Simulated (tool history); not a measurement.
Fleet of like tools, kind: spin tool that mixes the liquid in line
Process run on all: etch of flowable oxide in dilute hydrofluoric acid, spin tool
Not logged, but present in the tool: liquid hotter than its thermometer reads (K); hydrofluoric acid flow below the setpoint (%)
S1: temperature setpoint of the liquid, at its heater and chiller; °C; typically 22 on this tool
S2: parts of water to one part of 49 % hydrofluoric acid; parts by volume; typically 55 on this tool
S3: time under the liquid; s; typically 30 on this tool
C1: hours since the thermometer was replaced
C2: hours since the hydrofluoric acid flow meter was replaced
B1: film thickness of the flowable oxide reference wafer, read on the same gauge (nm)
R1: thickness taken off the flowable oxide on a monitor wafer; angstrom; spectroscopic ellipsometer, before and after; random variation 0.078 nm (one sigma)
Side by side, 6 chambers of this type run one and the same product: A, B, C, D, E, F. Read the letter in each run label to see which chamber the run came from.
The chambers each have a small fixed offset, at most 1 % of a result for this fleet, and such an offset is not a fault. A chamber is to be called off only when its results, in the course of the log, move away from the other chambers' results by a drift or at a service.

| run | hour | S1 | S2 | S3 | C1 | C2 | B1 | R1 |
|---|---|---|---|---|---|---|---|---|
| 1E | 11.6 | 22 | 55 | 30 | 361.9 | 513.2 | 129.98 | 143.81 |
| 2B | 19.4 | 22 | 55 | 30 | 1474.9 | 198.7 | 130 | 145.39 |
| 3C | 31.3 | 22 | 55 | 30 | 957.7 | 138 | 129.99 | 143.55 |
| 4A | 39.7 | 22 | 55 | 30 | 3014.8 | 1109.2 | 129.99 | 145.71 |
| 5D | 50.7 | 22 | 55 | 30 | 888.2 | 391 | 130 | 145.88 |
| 6F | 61.2 | 22 | 55 | 30 | 2983.1 | 335.2 | 130.01 | 145.1 |
| 7C | 70.2 | 22 | 55 | 30 | 996.6 | 176.9 | 129.99 | 143.36 |
| 8B | 76.8 | 26 | 55 | 40 | 1532.3 | 256.1 | 130 | 227.11 |
| 9A | 87.6 | 26 | 55 | 40 | 3062.7 | 1157.1 | 129.97 | 229.96 |
| 10E | 102 | 26 | 55 | 40 | 452.3 | 603.6 | 129.99 | 226.6 |
| 11F | 113.8 | 26 | 55 | 40 | 3035.7 | 387.8 | 129.99 | 229.79 |
| 12D | 120.4 | 26 | 55 | 40 | 957.9 | 460.7 | 130.01 | 227.1 |
| 13F | 127.1 | 26 | 55 | 40 | 3049 | 401.1 | 130.01 | 228.81 |
| 14B | 136.9 | 22 | 55 | 30 | 1592.4 | 316.2 | 130.01 | 144.72 |
| 15D | 146.7 | 22 | 40 | 30 | 984.2 | 487 | 129.99 | 202.56 |
| 16A | 154.6 | 22 | 40 | 30 | 3129.7 | 1224.1 | 130 | 205.79 |
|  | 156.8 | chamber F: thermometer replaced |
|  | 160.7 | chamber B: thermometer replaced |
| 17C | 168.6 | 22 | 40 | 30 | 1095 | 275.3 | 130 | 199.38 |
| 18E | 176.5 | 22 | 40 | 30 | 526.8 | 678.1 | 130 | 202.01 |
| 19D | 184.1 | 22 | 40 | 30 | 1021.6 | 524.4 | 129.99 | 200.62 |
| 20E | 196.9 | 22 | 40 | 30 | 547.2 | 698.5 | 130 | 199.3 |
| 21F | 204.4 | 22 | 75 | 30 | 47.6 | 478.4 | 130 | 103.2 |
| 22A | 213 | 22 | 75 | 30 | 3188.1 | 1282.5 | 130 | 103.69 |
| 23C | 220.1 | 22 | 75 | 30 | 1146.5 | 326.8 | 130.02 | 102.93 |
| 24B | 233.7 | 22 | 75 | 30 | 73 | 413 | 129.97 | 102.84 |
| 25C | 245 | 22 | 75 | 30 | 1171.4 | 351.7 | 129.99 | 101.75 |
| 26B | 253.2 | 22 | 75 | 30 | 92.5 | 432.5 | 129.99 | 104.29 |
| 27F | 264.7 | 22 | 55 | 30 | 107.9 | 538.7 | 130.02 | 141.85 |
| 28D | 276.9 | 22 | 55 | 30 | 1114.4 | 617.2 | 130.02 | 145.47 |
|  | 288.9 | chamber A: thermometer replaced |
| 29E | 289.9 | 22 | 30 | 30 | 640.2 | 791.5 | 130.01 | 268.8 |
| 30A | 300.2 | 22 | 30 | 30 | 11.4 | 1369.7 | 130.01 | 276.03 |
| 31F | 310.1 | 22 | 30 | 30 | 153.3 | 584.1 | 129.99 | 262.87 |
| 32C | 323.7 | 22 | 30 | 30 | 1250.1 | 430.4 | 129.98 | 271.11 |
| 33D | 330.5 | 22 | 30 | 30 | 1168 | 670.8 | 130 | 272.37 |
| 34B | 338.2 | 22 | 30 | 30 | 177.5 | 517.5 | 130.01 | 270.22 |
| 35A | 346.2 | 22 | 40 | 45 | 57.4 | 1415.7 | 130.01 | 310.13 |
| 36E | 361 | 22 | 40 | 45 | 711.3 | 862.6 | 130.01 | 300.45 |
| 37A | 373.2 | 22 | 40 | 45 | 84.4 | 1442.7 | 130.02 | 303.06 |
| 38D | 386 | 22 | 40 | 45 | 1223.5 | 726.3 | 130.02 | 302.2 |
| 39F | 399.9 | 22 | 40 | 45 | 243.1 | 673.9 | 130.02 | 287.32 |
| 40B | 410.1 | 22 | 40 | 45 | 249.4 | 589.4 | 129.98 | 301.02 |
|  | 413.8 | chamber D: thermometer replaced |
| 41C | 420.9 | 22 | 55 | 30 | 1347.3 | 527.6 | 130 | 144.06 |
| 42E | 429 | 22 | 55 | 30 | 779.3 | 930.6 | 129.99 | 144.51 |
| 43D | 440.3 | 26.5 | 55 | 35 | 26.6 | 780.6 | 129.99 | 203.05 |

Has any chamber moved away from the others, gradually or after a service, or does the common gauge drift, or do the chambers differ only by their own small steady offsets? State the chamber and the most likely cause if one applies.

It is chamber F that slowly wanders off from its peers.
Likeliest cause: hydrofluoric acid flow below the setpoint (%) = 6.63.
Not necessarily distinguishable in this log from: liquid colder than its thermometer reads (K).

Below are 4 candidate recipes for chamber F's next run, each the usual settings with a change, their results shown as question marks. Which of them brings F's results back in line with what the other chambers give on the usual settings?
A result is in line if it is within this distance of the other chambers' mean on the usual settings: R1 2.7 angstrom
| 44F-1 | 451 | 20.5 | 55 | 30 |  |  |  | ? |
| 44F-2 | 451 | 23.5 | 55 | 30 |  |  |  | ? |
| 44F-3 | 451 | 19.5 | 55 | 30 |  |  |  | ? |
| 44F-4 | 451 | 22 | 50 | 30 |  |  |  | ? |

Other chambers, usual settings, mean: R1 144.21 angstrom
| run | R1 |
|---|---|
| 44F-1 | 127.12 |
| 44F-2 | 144.11 |
| 44F-3 | 121.86 |
| 44F-4 | 149.69 |
44F-2 brings the chamber back in line.

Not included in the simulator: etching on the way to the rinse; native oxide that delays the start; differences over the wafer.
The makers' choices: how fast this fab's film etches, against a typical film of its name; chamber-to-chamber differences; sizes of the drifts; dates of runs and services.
